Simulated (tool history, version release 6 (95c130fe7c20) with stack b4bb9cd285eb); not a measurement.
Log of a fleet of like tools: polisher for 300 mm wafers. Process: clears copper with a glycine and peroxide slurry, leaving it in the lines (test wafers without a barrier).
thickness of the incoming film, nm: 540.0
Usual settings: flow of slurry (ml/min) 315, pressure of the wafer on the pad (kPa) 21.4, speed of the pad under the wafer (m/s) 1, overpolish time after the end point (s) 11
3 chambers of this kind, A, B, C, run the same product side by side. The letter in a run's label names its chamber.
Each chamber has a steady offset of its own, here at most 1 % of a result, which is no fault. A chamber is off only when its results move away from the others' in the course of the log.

| run | hour | flow of slurry (ml/min) | pressure of the wafer on the pad (kPa) | speed of the pad under the wafer (m/s) | overpolish time after the end point (s) | time until the end point was called (s) | dishing of a wide line in a test structure (nm) |
|---|---|---|---|---|---|---|---|
|  | 6.7 | chamber A: worn pad replaced by a new one |
|  | 7.7 | chamber C: worn pad replaced by a new one |
| 1A | 13.4 | 315 | 21.4 | 1 | 11 | 79.414 | 53.608 |
| 2C | 25.3 | 315 | 21.4 | 1 | 11 | 77.597 | 52.245 |
| 3B | 40.0 | 315 | 21.4 | 1 | 11 | 79.946 | 51.587 |
| 4A | 55.5 | 315 | 21.4 | 1 | 11 | 79.225 | 52.658 |
| 5C | 69.9 | 315 | 21.4 | 1 | 11 | 78.961 | 53.474 |
| 6B | 86.3 | 315 | 21.4 | 1 | 11 | 78.643 | 52.674 |
| 7C | 94.5 | 315 | 21.4 | 1 | 11 | 77.420 | 51.852 |
|  | 97.6 | chamber A: slurry nozzle cleaned |
|  | 98.6 | chamber B: worn pad replaced by a new one |
| 8A | 102.6 | 315 | 27.6 | 1 | 11 | 64.297 | 64.526 |
|  | 112.1 | chamber A: worn pad replaced by a new one |
|  | 114.6 | chamber B: slurry nozzle cleaned |
| 9B | 118.8 | 315 | 27.6 | 1 | 11 | 63.274 | 65.182 |
| 10C | 126.2 | 315 | 27.6 | 1 | 11 | 64.476 | 65.545 |
| 11A | 137.0 | 315 | 21.4 | 1 | 11 | 81.001 | 52.675 |
| 12B | 152.1 | 315 | 21.4 | 1 | 11 | 78.469 | 53.145 |
| 13A | 161.0 | 315 | 21.4 | 1 | 11 | 76.798 | 51.641 |
| 14B | 170.5 | 315 | 21.4 | 1 | 11 | 79.204 | 52.038 |
| 15C | 185.3 | 315 | 21.4 | 1 | 11 | 80.534 | 53.271 |
|  | 189.1 | chamber C: worn pad replaced by a new one |
| 16C | 201.4 | 315 | 21.4 | 1 | 11 | 81.356 | 52.020 |
|  | 202.3 | chamber A: worn pad replaced by a new one |
| 17A | 214.9 | 315 | 21.4 | 1 | 11 | 80.559 | 51.939 |
|  | 216.6 | chamber B: worn pad replaced by a new one |
| 18B | 225.7 | 315 | 21.4 | 1 | 11 | 76.302 | 52.996 |
| 19A | 234.5 | 315 | 21.4 | 1 | 11 | 79.879 | 51.077 |
| 20B | 247.3 | 315 | 21.4 | 1 | 11 | 79.793 | 52.560 |
| 21C | 258.0 | 315 | 21.4 | 1 | 11 | 78.394 | 51.948 |
|  | 263.2 | chamber A: head pressure recalibrated |
|  | 263.7 | chamber B: head pressure recalibrated |
| 22B | 269.2 | 315 | 21.4 | 1 | 11 | 78.427 | 52.009 |
| 23C | 285.8 | 315 | 21.4 | 1 | 11 | 78.386 | 52.827 |
| 24A | 294.2 | 315 | 21.4 | 1 | 11 | 81.988 | 51.278 |
|  | 297.3 | chamber A: worn pad replaced by a new one |
| 25A | 303.1 | 315 | 21.4 | 1 | 11 | 78.127 | 52.936 |
| 26B | 316.3 | 315 | 21.4 | 1 | 11 | 78.148 | 53.100 |
| 27C | 330.2 | 315 | 21.4 | 1 | 11 | 79.963 | 53.437 |
|  | 340.4 | chamber B: worn pad replaced by a new one |
| 28A | 340.5 | 315 | 21.4 | 1 | 11 | 79.044 | 52.712 |
|  | 346.0 | chamber C: worn pad replaced by a new one |
| 29B | 356.2 | 315 | 21.4 | 1 | 11 | 78.141 | 51.952 |
| 30C | 371.2 | 315 | 21.4 | 1 | 11 | 78.546 | 52.251 |
| 31A | 384.1 | 315 | 21.4 | 1 | 11 | 79.713 | 53.013 |

Next, every chamber runs the same settings. What will each give?
| 32A | 395.9 | 315 | 28.3 | 1 | 11 | ? | ? |
| 32B | 395.9 | 315 | 28.3 | 1 | 11 | ? | ? |
| 32C | 395.9 | 315 | 28.3 | 1 | 11 | ? | ? |

| run | time until the end point was called (s) | dishing of a wide line in a test structure (nm) |
|---|---|---|
| 32A | 63.773 | 64.260 |
| 32B | 62.865 | 65.724 |
| 32C | 62.760 | 65.831 |
